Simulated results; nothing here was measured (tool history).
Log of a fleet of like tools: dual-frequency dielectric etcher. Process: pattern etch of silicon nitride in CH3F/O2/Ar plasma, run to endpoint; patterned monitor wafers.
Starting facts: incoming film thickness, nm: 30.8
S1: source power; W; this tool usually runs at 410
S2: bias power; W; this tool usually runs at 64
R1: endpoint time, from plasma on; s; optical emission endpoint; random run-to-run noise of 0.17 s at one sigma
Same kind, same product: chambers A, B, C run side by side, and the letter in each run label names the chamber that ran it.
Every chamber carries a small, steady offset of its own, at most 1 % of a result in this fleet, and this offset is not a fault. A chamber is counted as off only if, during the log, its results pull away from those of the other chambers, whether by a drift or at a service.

Run 1A, hour 5.3: usual settings. Result: R1 46.318 s.
Run 2B, hour 9.5: usual settings. Result: R1 46.409 s.
Run 3C, hour 16.8: usual settings. Result: R1 45.814 s.
Run 4C, hour 24.6: usual settings. Result: R1 45.853 s.
Run 5A, hour 31.9: usual settings but S1 340 W, S2 74 W. Result: R1 47.469 s.
Run 6B, hour 36.3: usual settings but S1 340 W, S2 74 W. Result: R1 47.292 s.
Run 7A, hour 43.8: usual settings but S1 340 W, S2 74 W. Result: R1 47.457 s.
Run 8C, hour 48.2: usual settings. Result: R1 45.680 s.
Run 9B, hour 53.9: usual settings. Result: R1 46.212 s.
Run 10C, hour 60.9: usual settings. Result: R1 45.700 s.
Run 11B, hour 69.2: usual settings but S2 75 W. Result: R1 43.581 s.
Run 12A, hour 77.0: usual settings but S2 75 W. Result: R1 43.599 s.
Run 13C, hour 84.3: usual settings but S2 75 W. Result: R1 43.642 s.
Run 14A, hour 90.3: usual settings. Result: R1 45.664 s.
Run 15B, hour 95.7: usual settings but S2 74 W. Result: R1 43.884 s.
Run 16B, hour 104.1: usual settings but S2 74 W. Result: R1 43.942 s.
Run 17A, hour 111.7: usual settings but S2 74 W. Result: R1 42.966 s.
Run 18C, hour 116.1: usual settings. Result: R1 45.507 s.
Run 19A, hour 123.4: usual settings. Result: R1 45.027 s.
Run 20B, hour 131.5: usual settings. Result: R1 46.055 s.
Run 21C, hour 140.7: usual settings. Result: R1 45.803 s.
Run 22B, hour 148.8: usual settings. Result: R1 46.184 s.
Run 23A, hour 155.7: usual settings. Result: R1 44.955 s.
Run 24C, hour 161.9: usual settings. Result: R1 45.790 s.
Run 25C, hour 170.7: usual settings. Result: R1 45.666 s.
Run 26A, hour 177.7: usual settings. Result: R1 44.013 s.
Run 27B, hour 186.9: usual settings but S1 350 W. Result: R1 48.958 s.

Predict what each chamber gives when all 3 of them run the settings below next.
Run 28A, hour 193.6: usual settings. Result: R1 ?.
Run 28B, hour 193.6: usual settings. Result: R1 ?.
Run 28C, hour 193.6: usual settings. Result: R1 ?.

run      R1
28A  43.824
28B  45.803
28C  45.816
